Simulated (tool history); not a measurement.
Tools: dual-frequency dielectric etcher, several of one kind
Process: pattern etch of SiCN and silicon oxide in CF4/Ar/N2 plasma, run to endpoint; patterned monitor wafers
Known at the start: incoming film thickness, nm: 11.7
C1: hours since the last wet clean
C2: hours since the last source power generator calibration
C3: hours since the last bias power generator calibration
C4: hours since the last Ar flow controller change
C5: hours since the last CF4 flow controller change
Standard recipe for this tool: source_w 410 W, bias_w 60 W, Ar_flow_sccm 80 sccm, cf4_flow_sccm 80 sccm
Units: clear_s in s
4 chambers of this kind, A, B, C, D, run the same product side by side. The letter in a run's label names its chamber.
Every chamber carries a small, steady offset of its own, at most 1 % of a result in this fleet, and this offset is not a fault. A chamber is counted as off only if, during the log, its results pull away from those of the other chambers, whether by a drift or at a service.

-- hour=7.8 chamber A: source power generator calibrated
-- hour=9.6 chamber A: wet clean of the chamber
run 1C hour=12.3 | source_w=410 bias_w=60 Ar_flow_sccm=80 cf4_flow_sccm=80 | C1=319.4 C2=392.5 C3=3198.7 C4=61.5 C5=105.3 | clear_s=14.869
run 2D hour=21.2 | source_w=410 bias_w=60 Ar_flow_sccm=80 cf4_flow_sccm=80 | C1=45.8 C2=794.8 C3=420.2 C4=4196.2 C5=2483.1 | clear_s=14.941
run 3A hour=32.9 | source_w=410 bias_w=60 Ar_flow_sccm=80 cf4_flow_sccm=80 | C1=23.4 C2=25.1 C3=543.5 C4=598.3 C5=651.2 | clear_s=14.682
run 4B hour=46.1 | source_w=410 bias_w=60 Ar_flow_sccm=80 cf4_flow_sccm=80 | C1=193.7 C2=411.1 C3=111.3 C4=969.8 C5=2131.3 | clear_s=14.902
run 5B hour=58.6 | source_w=410 bias_w=60 Ar_flow_sccm=80 cf4_flow_sccm=80 | C1=206.2 C2=423.6 C3=123.8 C4=982.3 C5=2143.8 | clear_s=14.872
run 6A hour=71.5 | source_w=410 bias_w=60 Ar_flow_sccm=80 cf4_flow_sccm=80 | C1=62.0 C2=63.7 C3=582.1 C4=636.9 C5=689.8 | clear_s=14.829
run 7D hour=79.3 | source_w=410 bias_w=60 Ar_flow_sccm=80 cf4_flow_sccm=80 | C1=103.9 C2=852.9 C3=478.3 C4=4254.3 C5=2541.2 | clear_s=14.999
run 8C hour=88.1 | source_w=410 bias_w=60 Ar_flow_sccm=80 cf4_flow_sccm=80 | C1=395.2 C2=468.3 C3=3274.5 C4=137.3 C5=181.1 | clear_s=14.761
run 9A hour=101.2 | source_w=410 bias_w=60 Ar_flow_sccm=80 cf4_flow_sccm=80 | C1=91.7 C2=93.4 C3=611.8 C4=666.6 C5=719.5 | clear_s=14.850
run 10D hour=109.7 | source_w=410 bias_w=60 Ar_flow_sccm=80 cf4_flow_sccm=80 | C1=134.3 C2=883.3 C3=508.7 C4=4284.7 C5=2571.6 | clear_s=15.017
run 11C hour=116.0 | source_w=410 bias_w=60 Ar_flow_sccm=80 cf4_flow_sccm=80 | C1=423.1 C2=496.2 C3=3302.4 C4=165.2 C5=209.0 | clear_s=14.843
run 12B hour=124.6 | source_w=410 bias_w=60 Ar_flow_sccm=80 cf4_flow_sccm=80 | C1=272.2 C2=489.6 C3=189.8 C4=1048.3 C5=2209.8 | clear_s=14.934
run 13A hour=135.4 | source_w=410 bias_w=60 Ar_flow_sccm=80 cf4_flow_sccm=80 | C1=125.9 C2=127.6 C3=646.0 C4=700.8 C5=753.7 | clear_s=14.746
run 14B hour=147.1 | source_w=470 bias_w=60 Ar_flow_sccm=80 cf4_flow_sccm=80 | C1=294.7 C2=512.1 C3=212.3 C4=1070.8 C5=2232.3 | clear_s=13.135
-- hour=154.5 chamber B: wet clean of the chamber
run 15D hour=157.9 | source_w=470 bias_w=60 Ar_flow_sccm=80 cf4_flow_sccm=80 | C1=182.5 C2=931.5 C3=556.9 C4=4332.9 C5=2619.8 | clear_s=13.450
-- hour=162.6 chamber C: wet clean of the chamber
run 16C hour=167.4 | source_w=470 bias_w=60 Ar_flow_sccm=80 cf4_flow_sccm=80 | C1=4.9 C2=547.6 C3=3353.8 C4=216.6 C5=260.4 | clear_s=13.050
run 17A hour=179.9 | source_w=470 bias_w=60 Ar_flow_sccm=80 cf4_flow_sccm=80 | C1=170.4 C2=172.1 C3=690.5 C4=745.3 C5=798.2 | clear_s=12.966
run 18D hour=189.4 | source_w=410 bias_w=60 Ar_flow_sccm=80 cf4_flow_sccm=80 | C1=214.0 C2=963.0 C3=588.4 C4=4364.4 C5=2651.3 | clear_s=15.274
run 19B hour=197.6 | source_w=410 bias_w=60 Ar_flow_sccm=80 cf4_flow_sccm=80 | C1=43.2 C2=562.6 C3=262.8 C4=1121.3 C5=2282.8 | clear_s=14.965
run 20C hour=209.8 | source_w=410 bias_w=60 Ar_flow_sccm=80 cf4_flow_sccm=80 | C1=47.3 C2=590.0 C3=3396.2 C4=259.0 C5=302.8 | clear_s=14.911
run 21B hour=217.2 | source_w=410 bias_w=60 Ar_flow_sccm=80 cf4_flow_sccm=93 | C1=62.8 C2=582.2 C3=282.4 C4=1140.9 C5=2302.4 | clear_s=14.573
run 22C hour=227.6 | source_w=410 bias_w=60 Ar_flow_sccm=80 cf4_flow_sccm=93 | C1=65.1 C2=607.8 C3=3414.0 C4=276.8 C5=320.6 | clear_s=14.550
run 23A hour=236.4 | source_w=410 bias_w=60 Ar_flow_sccm=80 cf4_flow_sccm=93 | C1=226.9 C2=228.6 C3=747.0 C4=801.8 C5=854.7 | clear_s=14.391
run 24D hour=250.8 | source_w=410 bias_w=60 Ar_flow_sccm=80 cf4_flow_sccm=93 | C1=275.4 C2=1024.4 C3=649.8 C4=4425.8 C5=2712.7 | clear_s=14.975
run 25A hour=264.5 | source_w=410 bias_w=60 Ar_flow_sccm=80 cf4_flow_sccm=80 | C1=255.0 C2=256.7 C3=775.1 C4=829.9 C5=882.8 | clear_s=14.754
run 26D hour=271.4 | source_w=410 bias_w=60 Ar_flow_sccm=80 cf4_flow_sccm=80 | C1=296.0 C2=1045.0 C3=670.4 C4=4446.4 C5=2733.3 | clear_s=15.385
run 27B hour=281.2 | source_w=410 bias_w=60 Ar_flow_sccm=80 cf4_flow_sccm=80 | C1=126.8 C2=646.2 C3=346.4 C4=1204.9 C5=2366.4 | clear_s=14.811
run 28C hour=294.1 | source_w=410 bias_w=60 Ar_flow_sccm=80 cf4_flow_sccm=80 | C1=131.6 C2=674.3 C3=3480.5 C4=343.3 C5=387.1 | clear_s=14.803

For the next run the whole fleet of 4 chambers uses the same settings. Give each chamber's results:
run 29A hour=304.4 | source_w=410 bias_w=74 Ar_flow_sccm=80 cf4_flow_sccm=80 | clear_s=?
run 29B hour=304.4 | source_w=410 bias_w=74 Ar_flow_sccm=80 cf4_flow_sccm=80 | clear_s=?
run 29C hour=304.4 | source_w=410 bias_w=74 Ar_flow_sccm=80 cf4_flow_sccm=80 | clear_s=?
run 29D hour=304.4 | source_w=410 bias_w=74 Ar_flow_sccm=80 cf4_flow_sccm=80 | clear_s=?

run=29A clear_s=13.917
run=29B clear_s=13.910
run=29C clear_s=13.834
run=29D clear_s=14.513
